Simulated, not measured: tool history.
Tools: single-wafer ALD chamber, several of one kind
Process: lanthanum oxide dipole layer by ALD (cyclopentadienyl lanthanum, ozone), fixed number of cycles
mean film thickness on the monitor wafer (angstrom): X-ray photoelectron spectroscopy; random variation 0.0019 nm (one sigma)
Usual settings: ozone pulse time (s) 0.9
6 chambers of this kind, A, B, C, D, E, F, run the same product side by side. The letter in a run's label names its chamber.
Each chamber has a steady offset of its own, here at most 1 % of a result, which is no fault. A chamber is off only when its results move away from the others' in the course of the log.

run,hour,ozone pulse time (s),hours since the last thermocouple change,hours since the last ozone generator service,"read-back reference wafer on the same gauge, thickness_nm",mean film thickness on the monitor wafer (angstrom)
1B,5.1,0.9,1230.6,324.5,0.47595,4.8292
2E,11.8,0.9,644,955.1,0.47586,4.7964
3D,20.5,0.9,2652.7,391.4,0.47581,4.7885
4F,27.9,0.9,2449.2,166.6,0.47602,4.8435
5A,33.7,0.9,2667.6,802.9,0.47609,4.7814
6C,42.7,0.77,459.7,1754.7,0.47612,4.5402
# hour 47: chamber D: thermocouple changed; heater temperature recalibrated
# hour 49.7: chamber B: thermocouple changed; heater temperature recalibrated
7C,51.8,0.77,468.8,1763.8,0.47576,4.5305
# hour 56: chamber C: ozone generator serviced
8D,57.5,0.77,10.5,428.4,0.47598,4.5185
9E,66.6,0.77,698.8,1009.9,0.47635,4.4642
10A,72.7,0.77,2706.6,841.9,0.47563,4.5193
11B,80.7,0.77,31,400.1,0.47597,4.5072
12F,89.9,0.9,2511.2,228.6,0.4761,4.8847
13A,97.6,0.9,2731.5,866.8,0.47661,4.8267
14C,104.1,0.62,521.1,48.2,0.47599,4.1379
15F,109,0.62,2530.3,247.7,0.47551,4.1259
# hour 115.3: chamber E: ozone generator serviced
16D,116.9,0.62,69.9,487.8,0.47605,4.0849
17B,122.6,0.62,72.9,442,0.47602,4.0774
18E,129.6,0.62,761.8,14.3,0.47617,4.0821
19A,136.5,0.62,2770.4,905.7,0.47578,4.0645
20C,145.5,0.9,562.5,89.6,0.47601,4.8593
21F,154.1,0.9,2575.4,292.8,0.47622,4.8617
# hour 160.9: chamber A: thermocouple changed; heater temperature recalibrated
22E,163.4,0.9,795.6,48.1,0.47561,4.803
23B,168.8,0.9,119.1,488.2,0.47538,4.7903
24D,175.6,0.9,128.6,546.5,0.47604,4.731
25F,180.2,0.9,2601.5,318.9,0.47602,4.8508
26D,188.9,0.9,141.9,559.8,0.47588,4.7167
27C,196.4,1.16,613.4,140.5,0.47646,5.2316
28E,203.6,1.16,835.8,88.3,0.47573,5.2195
29B,208.3,1.16,158.6,527.7,0.47559,5.1964
30A,217.9,1.16,57.1,987.1,0.47607,5.2017
31D,223,1.16,176,593.9,0.47612,5.066
32E,232.8,1.16,865,117.5,0.47573,5.1384
33A,240.3,0.78,79.5,1009.5,0.47565,4.5562
34B,246,0.78,196.3,565.4,0.47651,4.5252
35C,253,0.78,670,197.1,0.47606,4.5831
36F,260.9,0.78,2682.2,399.6,0.47607,4.5433
37E,270.7,0.78,902.9,155.4,0.47609,4.5412
38F,278.2,0.78,2699.5,416.9,0.47623,4.5854
39C,284.8,0.9,701.8,228.9,0.47563,4.8588

Next, every chamber runs the same settings. What will each give?
40A,291.9,0.71,,,,?
40B,291.9,0.71,,,,?
40C,291.9,0.71,,,,?
40D,291.9,0.71,,,,?
40E,291.9,0.71,,,,?
40F,291.9,0.71,,,,?

run,mean film thickness on the monitor wafer (angstrom)
40A,4.3285
40B,4.3886
40C,4.4148
40D,4.1521
40E,4.3202
40F,4.3728
